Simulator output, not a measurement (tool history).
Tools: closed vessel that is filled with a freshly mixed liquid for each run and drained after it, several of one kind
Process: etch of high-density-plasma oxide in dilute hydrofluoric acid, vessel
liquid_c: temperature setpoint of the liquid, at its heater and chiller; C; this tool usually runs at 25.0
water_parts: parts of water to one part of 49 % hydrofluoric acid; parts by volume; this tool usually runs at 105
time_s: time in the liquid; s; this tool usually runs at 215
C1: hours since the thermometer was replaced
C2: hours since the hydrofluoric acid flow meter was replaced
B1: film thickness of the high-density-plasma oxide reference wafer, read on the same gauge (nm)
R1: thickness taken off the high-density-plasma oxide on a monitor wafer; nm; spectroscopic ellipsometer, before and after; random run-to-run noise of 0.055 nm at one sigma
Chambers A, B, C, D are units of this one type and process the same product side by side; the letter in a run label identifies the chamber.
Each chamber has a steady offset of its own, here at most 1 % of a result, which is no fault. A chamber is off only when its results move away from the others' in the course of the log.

Run 1B, hour 6.9: usual settings; C1 604.3; C2 592.4; B1 60.044. Result: R1 10.7620 nm.
Run 2A, hour 20.4: usual settings; C1 591.9; C2 596.3; B1 59.973. Result: R1 10.7570 nm.
At hour 22.5: chamber D: thermometer replaced.
Run 3C, hour 33.4: usual settings; C1 98.2; C2 715.5; B1 59.980. Result: R1 10.9000 nm.
Run 4D, hour 41.0: usual settings; C1 18.6; C2 299.6; B1 59.995. Result: R1 10.7480 nm.
Run 5B, hour 49.5: usual settings; C1 646.9; C2 635.0; B1 60.021. Result: R1 10.8060 nm.
Run 6D, hour 59.8: usual settings but water_parts 75 parts by volume; C1 37.4; C2 318.4; B1 60.053. Result: R1 15.5040 nm.
Run 7C, hour 73.6: usual settings but water_parts 75 parts by volume; C1 138.4; C2 755.7; B1 59.963. Result: R1 15.6910 nm.
Run 8A, hour 81.1: usual settings but water_parts 75 parts by volume; C1 652.6; C2 657.0; B1 59.978. Result: R1 15.5180 nm.
Run 9B, hour 94.4: usual settings but water_parts 75 parts by volume; C1 691.8; C2 679.9; B1 60.012. Result: R1 15.8720 nm.
Run 10D, hour 103.5: usual settings but water_parts 80 parts by volume, time_s 295 s; C1 81.1; C2 362.1; B1 59.980. Result: R1 19.8720 nm.
Run 11C, hour 111.0: usual settings but water_parts 80 parts by volume, time_s 295 s; C1 175.8; C2 793.1; B1 60.005. Result: R1 20.2040 nm.
Run 12A, hour 118.3: usual settings but water_parts 80 parts by volume, time_s 295 s; C1 689.8; C2 694.2; B1 60.005. Result: R1 19.7840 nm.
Run 13A, hour 131.2: usual settings but water_parts 80 parts by volume, time_s 295 s; C1 702.7; C2 707.1; B1 59.998. Result: R1 19.9940 nm.
Run 14B, hour 142.9: usual settings; C1 740.3; C2 728.4; B1 59.997. Result: R1 10.9010 nm.
Run 15D, hour 151.3: usual settings; C1 128.9; C2 409.9; B1 60.035. Result: R1 10.7740 nm.
Run 16C, hour 164.0: usual settings; C1 228.8; C2 846.1; B1 59.999. Result: R1 10.7790 nm.
Run 17B, hour 171.4: usual settings; C1 768.8; C2 756.9; B1 60.058. Result: R1 10.8190 nm.
Run 18A, hour 181.8: usual settings; C1 753.3; C2 757.7; B1 59.986. Result: R1 10.7980 nm.
Run 19D, hour 192.1: usual settings; C1 169.7; C2 450.7; B1 59.971. Result: R1 10.8210 nm.
Run 20C, hour 201.6: usual settings; C1 266.4; C2 883.7; B1 59.973. Result: R1 10.8970 nm.
Run 21D, hour 211.2: usual settings; C1 188.8; C2 469.8; B1 60.015. Result: R1 10.8290 nm.
Run 22B, hour 224.7: usual settings; C1 822.1; C2 810.2; B1 60.018. Result: R1 10.8070 nm.
Run 23C, hour 234.5: usual settings; C1 299.3; C2 916.6; B1 59.993. Result: R1 11.0390 nm.
Run 24A, hour 246.5: usual settings; C1 818.0; C2 822.4; B1 60.011. Result: R1 10.8130 nm.
Run 25C, hour 260.0: usual settings; C1 324.8; C2 942.1; B1 60.035. Result: R1 10.8600 nm.
Run 26D, hour 272.7: usual settings; C1 250.3; C2 531.3; B1 59.997. Result: R1 10.6560 nm.
At hour 281.5: chamber D: hydrofluoric acid flow meter replaced.
Run 27A, hour 282.0: usual settings; C1 853.5; C2 857.9; B1 60.045. Result: R1 10.7660 nm.
Run 28B, hour 294.1: usual settings; C1 891.5; C2 879.6; B1 59.993. Result: R1 10.9070 nm.
Run 29D, hour 304.3: usual settings; C1 281.9; C2 22.8; B1 60.002. Result: R1 10.7240 nm.
Run 30B, hour 315.1: usual settings but water_parts 150 parts by volume, time_s 175 s; C1 912.5; C2 900.6; B1 59.981. Result: R1 5.8700 nm.
Run 31A, hour 329.6: usual settings but water_parts 150 parts by volume, time_s 175 s; C1 901.1; C2 905.5; B1 59.989. Result: R1 5.8419 nm.
Run 32C, hour 336.2: usual settings but water_parts 150 parts by volume, time_s 175 s; C1 401.0; C2 1018.3; B1 60.022. Result: R1 6.0283 nm.
Run 33B, hour 344.9: usual settings but water_parts 150 parts by volume, time_s 175 s; C1 942.3; C2 930.4; B1 59.983. Result: R1 5.8787 nm.
Run 34D, hour 351.4: usual settings; C1 329.0; C2 69.9; B1 60.019. Result: R1 10.7130 nm.
Run 35A, hour 362.9: usual settings; C1 934.4; C2 938.8; B1 59.981. Result: R1 10.7460 nm.
Run 36C, hour 373.3: usual settings; C1 438.1; C2 1055.4; B1 60.036. Result: R1 11.1690 nm.
Run 37C, hour 386.5: usual settings; C1 451.3; C2 1068.6; B1 59.994. Result: R1 11.2920 nm.
Run 38D, hour 397.5: usual settings; C1 375.1; C2 116.0; B1 60.022. Result: R1 10.7000 nm.
Run 39B, hour 411.2: usual settings but liquid_c 29.0 C; C1 1008.6; C2 996.7; B1 60.037. Result: R1 12.7540 nm.
Run 40A, hour 421.2: usual settings but liquid_c 29.0 C; C1 992.7; C2 997.1; B1 60.021. Result: R1 12.4860 nm.
Run 41C, hour 430.7: usual settings but liquid_c 29.0 C; C1 495.5; C2 1112.8; B1 60.028. Result: R1 13.2120 nm.
Run 42D, hour 445.4: usual settings but liquid_c 29.0 C; C1 423.0; C2 163.9; B1 59.996. Result: R1 12.6390 nm.
Run 43A, hour 454.3: usual settings; C1 1025.8; C2 1030.2; B1 60.052. Result: R1 10.7670 nm.

The same settings go to every chamber for the next run, one line per chamber below. Forecast the results for each:
Run 44A, hour 464.9: usual settings but liquid_c 22.5 C. Result: R1 ?.
Run 44B, hour 464.9: usual settings but liquid_c 22.5 C. Result: R1 ?.
Run 44C, hour 464.9: usual settings but liquid_c 22.5 C. Result: R1 ?.
Run 44D, hour 464.9: usual settings but liquid_c 22.5 C. Result: R1 ?.

run       R1
44A   9.7568
44B   9.8128
44C  10.2550
44D   9.8023
